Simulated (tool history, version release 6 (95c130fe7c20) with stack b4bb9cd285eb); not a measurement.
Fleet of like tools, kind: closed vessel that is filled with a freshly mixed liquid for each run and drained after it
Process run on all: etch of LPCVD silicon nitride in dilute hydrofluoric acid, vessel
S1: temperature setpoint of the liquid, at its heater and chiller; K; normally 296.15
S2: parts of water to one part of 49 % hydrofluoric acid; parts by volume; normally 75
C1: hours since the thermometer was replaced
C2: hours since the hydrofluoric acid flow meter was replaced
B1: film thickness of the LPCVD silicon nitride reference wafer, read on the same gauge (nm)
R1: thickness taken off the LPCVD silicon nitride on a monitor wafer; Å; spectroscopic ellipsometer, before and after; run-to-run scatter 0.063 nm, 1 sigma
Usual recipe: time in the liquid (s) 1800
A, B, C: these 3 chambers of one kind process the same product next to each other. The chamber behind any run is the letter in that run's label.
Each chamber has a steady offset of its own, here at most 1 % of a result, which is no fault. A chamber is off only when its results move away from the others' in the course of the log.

run 1C hour=8.6 | S1=296.15 S2=75 time_in_the_liquid_(s)=1800 | C1=2682.7 C2=726.4 | B1=30.004 | R1=109.35
run 2A hour=18.9 | S1=296.15 S2=75 time_in_the_liquid_(s)=1800 | C1=52.6 C2=333.7 | B1=30.032 | R1=108.97
run 3B hour=29.5 | S1=296.15 S2=75 time_in_the_liquid_(s)=1800 | C1=1641.7 C2=376.1 | B1=30.017 | R1=107.11
run 4B hour=40.1 | S1=296.15 S2=75 time_in_the_liquid_(s)=1800 | C1=1652.3 C2=386.7 | B1=29.981 | R1=107.56
run 5C hour=48.2 | S1=296.15 S2=75 time_in_the_liquid_(s)=1800 | C1=2722.3 C2=766 | B1=29.991 | R1=109.1
-- hour=58.6 chamber C: thermometer replaced
run 6A hour=61.5 | S1=292.65 S2=110 time_in_the_liquid_(s)=1800 | C1=95.2 C2=376.3 | B1=30.024 | R1=58.754
run 7B hour=68 | S1=292.65 S2=110 time_in_the_liquid_(s)=1800 | C1=1680.2 C2=414.6 | B1=30.003 | R1=58.832
run 8C hour=80.1 | S1=292.65 S2=110 time_in_the_liquid_(s)=1800 | C1=21.5 C2=797.9 | B1=30 | R1=59.629
run 9A hour=92 | S1=296.15 S2=75 time_in_the_liquid_(s)=1800 | C1=125.7 C2=406.8 | B1=29.98 | R1=106.89
run 10B hour=100.4 | S1=296.15 S2=75 time_in_the_liquid_(s)=1800 | C1=1712.6 C2=447 | B1=29.992 | R1=105.43
run 11A hour=109.1 | S1=296.15 S2=75 time_in_the_liquid_(s)=2240 | C1=142.8 C2=423.9 | B1=29.992 | R1=135.33
run 12C hour=117.6 | S1=296.15 S2=75 time_in_the_liquid_(s)=2240 | C1=59 C2=835.4 | B1=29.957 | R1=135.02
run 13B hour=129.1 | S1=296.15 S2=75 time_in_the_liquid_(s)=2240 | C1=1741.3 C2=475.7 | B1=30.001 | R1=130.14
run 14A hour=139 | S1=296.15 S2=75 time_in_the_liquid_(s)=1800 | C1=172.7 C2=453.8 | B1=30.021 | R1=108.99
run 15C hour=149.4 | S1=296.15 S2=60 time_in_the_liquid_(s)=1800 | C1=90.8 C2=867.2 | B1=30.007 | R1=135.62
run 16C hour=161.9 | S1=296.15 S2=60 time_in_the_liquid_(s)=1800 | C1=103.3 C2=879.7 | B1=29.993 | R1=136.65
run 17A hour=173.9 | S1=296.15 S2=60 time_in_the_liquid_(s)=1800 | C1=207.6 C2=488.7 | B1=30 | R1=135.77
run 18B hour=185.2 | S1=296.15 S2=75 time_in_the_liquid_(s)=1800 | C1=1797.4 C2=531.8 | B1=29.987 | R1=102.42
run 19A hour=191.4 | S1=296.15 S2=75 time_in_the_liquid_(s)=1800 | C1=225.1 C2=506.2 | B1=29.975 | R1=107.57
run 20B hour=204.5 | S1=299.65 S2=40 time_in_the_liquid_(s)=1800 | C1=1816.7 C2=551.1 | B1=30.014 | R1=236.8
-- hour=213.7 chamber C: hydrofluoric acid flow meter replaced
run 21C hour=216.1 | S1=299.65 S2=40 time_in_the_liquid_(s)=1800 | C1=157.5 C2=2.4 | B1=30.014 | R1=247.46
run 22C hour=228.4 | S1=299.65 S2=40 time_in_the_liquid_(s)=1800 | C1=169.8 C2=14.7 | B1=30.013 | R1=253.15
run 23A hour=236.5 | S1=296.15 S2=75 time_in_the_liquid_(s)=1800 | C1=270.2 C2=551.3 | B1=29.994 | R1=107.49

Next, all 3 chambers run the settings below, one line each with question marks for the results. What does each chamber give?
run 24A hour=246.4 | S1=296.15 S2=75 time_in_the_liquid_(s)=1800 | R1=?
run 24B hour=246.4 | S1=296.15 S2=75 time_in_the_liquid_(s)=1800 | R1=?
run 24C hour=246.4 | S1=296.15 S2=75 time_in_the_liquid_(s)=1800 | R1=?

run=24A R1=108.15
run=24B R1=98.773
run=24C R1=109.19
